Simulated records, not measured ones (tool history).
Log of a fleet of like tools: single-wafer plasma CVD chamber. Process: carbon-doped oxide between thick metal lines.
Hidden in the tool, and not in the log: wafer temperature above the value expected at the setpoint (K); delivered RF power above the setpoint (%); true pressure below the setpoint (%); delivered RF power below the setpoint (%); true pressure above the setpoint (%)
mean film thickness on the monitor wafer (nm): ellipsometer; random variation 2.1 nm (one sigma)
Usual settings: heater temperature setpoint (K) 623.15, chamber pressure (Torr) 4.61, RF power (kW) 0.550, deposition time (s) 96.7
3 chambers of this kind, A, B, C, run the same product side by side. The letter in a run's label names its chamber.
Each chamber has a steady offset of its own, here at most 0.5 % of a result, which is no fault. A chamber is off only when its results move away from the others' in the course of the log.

| run | hour | heater temperature setpoint (K) | chamber pressure (Torr) | RF power (kW) | deposition time (s) | hours since the last thermocouple change | hours since the last RF generator calibration | hours since the last manometer calibration | read-back reference wafer on the same gauge, thickness_nm | mean film thickness on the monitor wafer (nm) |
|---|---|---|---|---|---|---|---|---|---|---|
| 1C | 10.1 | 623.15 | 4.61 | 0.550 | 96.7 | 2023.6 | 967.2 | 285.7 | 546.02 | 513.91 |
| 2B | 17.6 | 623.15 | 4.61 | 0.550 | 96.7 | 949.0 | 1114.9 | 1941.2 | 545.70 | 507.45 |
| 3A | 27.2 | 623.15 | 4.61 | 0.550 | 96.7 | 1146.1 | 280.0 | 854.1 | 545.27 | 515.09 |
| 4C | 33.0 | 623.15 | 4.61 | 0.550 | 96.7 | 2046.5 | 990.1 | 308.6 | 546.39 | 512.99 |
| 5A | 40.4 | 623.15 | 4.61 | 0.550 | 96.7 | 1159.3 | 293.2 | 867.3 | 545.29 | 512.71 |
| 6B | 45.9 | 618.15 | 4.61 | 0.550 | 96.7 | 977.3 | 1143.2 | 1969.5 | 546.19 | 513.70 |
| 7C | 55.6 | 618.15 | 4.61 | 0.550 | 96.7 | 2069.1 | 1012.7 | 331.2 | 545.29 | 519.19 |
| 8A | 63.6 | 618.15 | 4.61 | 0.550 | 96.7 | 1182.5 | 316.4 | 890.5 | 546.66 | 519.21 |
| 9B | 72.6 | 623.15 | 4.61 | 0.550 | 96.7 | 1004.0 | 1169.9 | 1996.2 | 545.72 | 508.99 |
| 10B | 83.0 | 623.15 | 4.61 | 0.550 | 96.7 | 1014.4 | 1180.3 | 2006.6 | 546.19 | 507.64 |
| 11A | 91.1 | 623.15 | 4.61 | 0.515 | 108.7 | 1210.0 | 343.9 | 918.0 | 545.75 | 554.55 |
| 12C | 102.2 | 623.15 | 4.61 | 0.515 | 108.7 | 2115.7 | 1059.3 | 377.8 | 546.24 | 546.90 |
| 13B | 109.8 | 623.15 | 4.61 | 0.515 | 108.7 | 1041.2 | 1207.1 | 2033.4 | 546.05 | 549.96 |
| 14A | 115.8 | 623.15 | 4.61 | 0.550 | 96.7 | 1234.7 | 368.6 | 942.7 | 546.38 | 513.09 |
| 15C | 125.3 | 623.15 | 4.61 | 0.550 | 96.7 | 2138.8 | 1082.4 | 400.9 | 546.23 | 505.50 |
| 16B | 131.8 | 623.15 | 4.61 | 0.550 | 96.7 | 1063.2 | 1229.1 | 2055.4 | 545.70 | 505.09 |
| 17A | 137.8 | 628.15 | 4.61 | 0.550 | 89.2 | 1256.7 | 390.6 | 964.7 | 546.70 | 466.41 |
| 18C | 148.5 | 628.15 | 4.61 | 0.550 | 89.2 | 2162.0 | 1105.6 | 424.1 | 545.55 | 458.90 |
| 19C | 157.1 | 628.15 | 4.61 | 0.550 | 89.2 | 2170.6 | 1114.2 | 432.7 | 546.06 | 460.77 |
| 20B | 167.5 | 623.15 | 4.61 | 0.550 | 96.7 | 1098.9 | 1264.8 | 2091.1 | 545.55 | 511.76 |
| 21A | 174.5 | 623.15 | 4.61 | 0.550 | 96.7 | 1293.4 | 427.3 | 1001.4 | 546.08 | 509.85 |
| 22A | 184.5 | 623.15 | 4.61 | 0.550 | 96.7 | 1303.4 | 437.3 | 1011.4 | 546.74 | 512.40 |
| 23C | 191.1 | 623.15 | 4.61 | 0.550 | 96.7 | 2204.6 | 1148.2 | 466.7 | 546.03 | 503.25 |
| 24B | 196.2 | 623.15 | 4.61 | 0.550 | 96.7 | 1127.6 | 1293.5 | 2119.8 | 546.23 | 509.76 |
| 25B | 205.0 | 623.15 | 4.61 | 0.550 | 96.7 | 1136.4 | 1302.3 | 2128.6 | 546.13 | 507.84 |
| 26A | 211.2 | 623.15 | 4.61 | 0.550 | 96.7 | 1330.1 | 464.0 | 1038.1 | 545.84 | 518.90 |
| 27C | 217.9 | 623.15 | 4.61 | 0.550 | 96.7 | 2231.4 | 1175.0 | 493.5 | 546.31 | 496.87 |
| 28C | 224.2 | 623.15 | 4.61 | 0.550 | 96.7 | 2237.7 | 1181.3 | 499.8 | 546.29 | 497.12 |
| 29B | 230.7 | 623.15 | 4.61 | 0.550 | 96.7 | 1162.1 | 1328.0 | 2154.3 | 546.33 | 511.71 |
| 30A | 235.9 | 623.15 | 4.61 | 0.550 | 89.0 | 1354.8 | 488.7 | 1062.8 | 546.13 | 471.49 |
| 31A | 245.8 | 623.15 | 4.61 | 0.550 | 89.0 | 1364.7 | 498.6 | 1072.7 | 546.48 | 472.27 |
| 32B | 254.3 | 623.15 | 4.61 | 0.550 | 89.0 | 1185.7 | 1351.6 | 2177.9 | 545.89 | 467.81 |

All 3 chambers run these settings next. Forecast each chamber's results:
| 33A | 262.3 | 623.15 | 4.61 | 0.550 | 96.7 |  |  |  |  | ? |
| 33B | 262.3 | 623.15 | 4.61 | 0.550 | 96.7 |  |  |  |  | ? |
| 33C | 262.3 | 623.15 | 4.61 | 0.550 | 96.7 |  |  |  |  | ? |

| run | mean film thickness on the monitor wafer (nm) |
|---|---|
| 33A | 511.72 |
| 33B | 509.02 |
| 33C | 490.71 |
